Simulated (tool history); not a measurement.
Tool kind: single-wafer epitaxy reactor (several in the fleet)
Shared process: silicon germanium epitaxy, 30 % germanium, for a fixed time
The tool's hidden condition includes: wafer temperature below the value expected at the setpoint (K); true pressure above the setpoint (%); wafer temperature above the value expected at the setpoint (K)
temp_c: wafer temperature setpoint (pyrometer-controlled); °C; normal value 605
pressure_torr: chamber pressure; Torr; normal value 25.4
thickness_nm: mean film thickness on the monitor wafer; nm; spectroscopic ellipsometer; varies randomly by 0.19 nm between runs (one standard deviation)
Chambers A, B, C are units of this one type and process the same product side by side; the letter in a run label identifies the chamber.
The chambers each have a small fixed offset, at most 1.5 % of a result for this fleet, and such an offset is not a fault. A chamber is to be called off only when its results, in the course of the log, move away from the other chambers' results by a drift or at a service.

| run | hour | temp_c | pressure_torr | hours since the last pyrometer calibration | hours since the last manometer calibration | read-back reference wafer on the same gauge, thickness_nm | thickness_nm |
|---|---|---|---|---|---|---|---|
| 1B | 6.3 | 605 | 25.4 | 172.2 | 784.4 | 67.186 | 71.806 |
| 2A | 12 | 605 | 25.4 | 954 | 191.7 | 67.177 | 71.077 |
| 3C | 18.7 | 605 | 25.4 | 305.2 | 382.9 | 67.206 | 71.204 |
| 4C | 24.4 | 605 | 25.4 | 310.9 | 388.6 | 67.213 | 71.046 |
| 5B | 30.7 | 605 | 25.4 | 196.6 | 808.8 | 67.163 | 71.562 |
| 6A | 38 | 605 | 25.4 | 980 | 217.7 | 67.22 | 70.779 |
| 7B | 43.7 | 613 | 20.7 | 209.6 | 821.8 | 67.257 | 76.133 |
| 8A | 49.4 | 613 | 20.7 | 991.4 | 229.1 | 67.153 | 75.469 |
| 9C | 54.4 | 613 | 20.7 | 340.9 | 418.6 | 67.205 | 75.504 |
| 10C | 58.4 | 605 | 25.4 | 344.9 | 422.6 | 67.224 | 71.177 |
| 11A | 65.8 | 605 | 25.4 | 1007.8 | 245.5 | 67.164 | 70.908 |
| 12B | 71.3 | 605 | 25.4 | 237.2 | 849.4 | 67.222 | 71.545 |
| 13B | 76.8 | 605 | 25.4 | 242.7 | 854.9 | 67.217 | 71.967 |
| 14C | 82.3 | 605 | 25.4 | 368.8 | 446.5 | 67.182 | 71.287 |
| 15A | 87.5 | 605 | 25.4 | 1029.5 | 267.2 | 67.203 | 70.731 |
| 16C | 92.2 | 605 | 25.4 | 378.7 | 456.4 | 67.19 | 71.517 |
| 17A | 99.2 | 605 | 25.4 | 1041.2 | 278.9 | 67.229 | 70.79 |
| 18B | 104.8 | 605 | 25.4 | 270.7 | 882.9 | 67.206 | 71.748 |
| 19B | 112.1 | 611 | 29.4 | 278 | 890.2 | 67.261 | 84.686 |
| 20A | 116.7 | 611 | 29.4 | 1058.7 | 296.4 | 67.21 | 83.336 |
| 21C | 121.6 | 611 | 29.4 | 408.1 | 485.8 | 67.186 | 84.002 |
| 22C | 128.8 | 605 | 25.4 | 415.3 | 493 | 67.16 | 71.281 |
| 23A | 136.3 | 595 | 19.2 | 1078.3 | 316 | 67.157 | 53.109 |
| 24B | 142.3 | 595 | 19.2 | 308.2 | 920.4 | 67.189 | 53.651 |
| 25A | 147.7 | 595 | 19.2 | 1089.7 | 327.4 | 67.222 | 53.179 |
| 26B | 151.6 | 605 | 25.4 | 317.5 | 929.7 | 67.189 | 71.995 |
| 27C | 157.9 | 605 | 25.4 | 444.4 | 522.1 | 67.197 | 71.525 |
| 28A | 161.8 | 605 | 25.4 | 1103.8 | 341.5 | 67.222 | 71.051 |
| 29C | 168.5 | 605 | 25.4 | 455 | 532.7 | 67.203 | 71.538 |
| 30B | 175.3 | 605 | 25.4 | 341.2 | 953.4 | 67.231 | 72.123 |
| 31C | 182.6 | 605 | 31.1 | 469.1 | 546.8 | 67.164 | 77.042 |
| 32A | 186.4 | 605 | 31.1 | 1128.4 | 366.1 | 67.173 | 76.183 |
| 33B | 192.9 | 605 | 31.1 | 358.8 | 971 | 67.203 | 77.727 |

Decide between three cases: one chamber stands off from its peers, the gauge reading all wafers drifts, or nothing is wrong past each chamber's small offset. Where a chamber is off, say which and what most likely put it there.

All chambers stay in line apart from their small fixed offsets, and the gauge does not drift.

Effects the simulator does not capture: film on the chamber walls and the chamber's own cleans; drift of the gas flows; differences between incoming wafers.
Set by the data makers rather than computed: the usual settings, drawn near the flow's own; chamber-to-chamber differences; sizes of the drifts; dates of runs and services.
